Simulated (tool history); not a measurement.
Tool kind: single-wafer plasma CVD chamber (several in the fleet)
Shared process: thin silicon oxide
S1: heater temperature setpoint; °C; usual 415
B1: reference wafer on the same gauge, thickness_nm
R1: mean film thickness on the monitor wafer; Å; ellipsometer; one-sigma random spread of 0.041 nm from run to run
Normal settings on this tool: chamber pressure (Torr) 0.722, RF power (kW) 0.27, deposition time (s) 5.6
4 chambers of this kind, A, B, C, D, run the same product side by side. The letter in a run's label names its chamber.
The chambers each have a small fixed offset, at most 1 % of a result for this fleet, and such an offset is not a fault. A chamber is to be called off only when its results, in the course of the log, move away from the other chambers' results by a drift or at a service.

Run 1A, hour 2.2: usual settings; B1 8.4306. Result: R1 88.337 Å.
Run 2C, hour 5.7: usual settings; B1 8.4179. Result: R1 87.044 Å.
Run 3B, hour 7.6: usual settings; B1 8.434. Result: R1 87.555 Å.
Run 4D, hour 10.4: usual settings; B1 8.4312. Result: R1 88.511 Å.
Run 5B, hour 13.7: usual settings; B1 8.4321. Result: R1 88.028 Å.
Run 6C, hour 17.6: usual settings; B1 8.4237. Result: R1 87.624 Å.
Run 7D, hour 20.8: usual settings; B1 8.4297. Result: R1 88.597 Å.
Run 8A, hour 24: usual settings; B1 8.4362. Result: R1 87.681 Å.
Run 9B, hour 26.8: usual settings; B1 8.4283. Result: R1 87.917 Å.
Run 10A, hour 29.9: usual settings; B1 8.4458. Result: R1 87.562 Å.
Run 11D, hour 31.9: usual settings; B1 8.4303. Result: R1 89.004 Å.
Run 12C, hour 35.2: usual settings; B1 8.4317. Result: R1 86.652 Å.
Run 13C, hour 39: usual settings; B1 8.4356. Result: R1 87.571 Å.
Run 14D, hour 43: usual settings; B1 8.441. Result: R1 89.072 Å.
Run 15A, hour 45.8: usual settings; B1 8.4217. Result: R1 88.14 Å.
Run 16B, hour 47.7: usual settings; B1 8.4268. Result: R1 87.802 Å.
Run 17A, hour 50.4: usual settings; B1 8.4304. Result: R1 87.787 Å.
Run 18B, hour 53.5: usual settings; B1 8.436. Result: R1 87.485 Å.
Run 19D, hour 57.3: usual settings; B1 8.4205. Result: R1 88.72 Å.
Run 20C, hour 60.6: usual settings; B1 8.4359. Result: R1 87.416 Å.
Run 21B, hour 63.1: usual settings but chamber pressure (Torr) 0.565; B1 8.4261. Result: R1 67.421 Å.
Run 22A, hour 65.9: usual settings but chamber pressure (Torr) 0.565; B1 8.4358. Result: R1 67.787 Å.
At hour 66.6: chamber D: RF generator calibrated.
Run 23C, hour 68.1: usual settings but chamber pressure (Torr) 0.565; B1 8.4231. Result: R1 66.92 Å.
Run 24D, hour 71.8: usual settings but chamber pressure (Torr) 0.565; B1 8.4283. Result: R1 69.025 Å.
Run 25A, hour 75.6: usual settings but S1 410 °C, chamber pressure (Torr) 0.863; B1 8.4364. Result: R1 103.85 Å.
Run 26B, hour 78.6: usual settings but S1 410 °C, chamber pressure (Torr) 0.863; B1 8.4395. Result: R1 105.2 Å.
Run 27C, hour 82.8: usual settings but S1 410 °C, chamber pressure (Torr) 0.863; B1 8.4314. Result: R1 103.85 Å.
Run 28D, hour 86.8: usual settings but S1 410 °C, chamber pressure (Torr) 0.863; B1 8.4285. Result: R1 105.15 Å.
Run 29B, hour 91: usual settings; B1 8.4341. Result: R1 87.083 Å.
Run 30D, hour 93.9: usual settings; B1 8.4403. Result: R1 88.516 Å.
Run 31C, hour 96.8: usual settings; B1 8.4306. Result: R1 86.91 Å.

For the next run the whole fleet of 4 chambers uses the same settings. Give each chamber's results:
Run 32A, hour 99.9: usual settings but RF power (kW) 0.255. Result: R1 ?.
Run 32B, hour 99.9: usual settings but RF power (kW) 0.255. Result: R1 ?.
Run 32C, hour 99.9: usual settings but RF power (kW) 0.255. Result: R1 ?.
Run 32D, hour 99.9: usual settings but RF power (kW) 0.255. Result: R1 ?.

run      R1
32A  85.347
32B  85.972
32C  85.505
32D  86.324
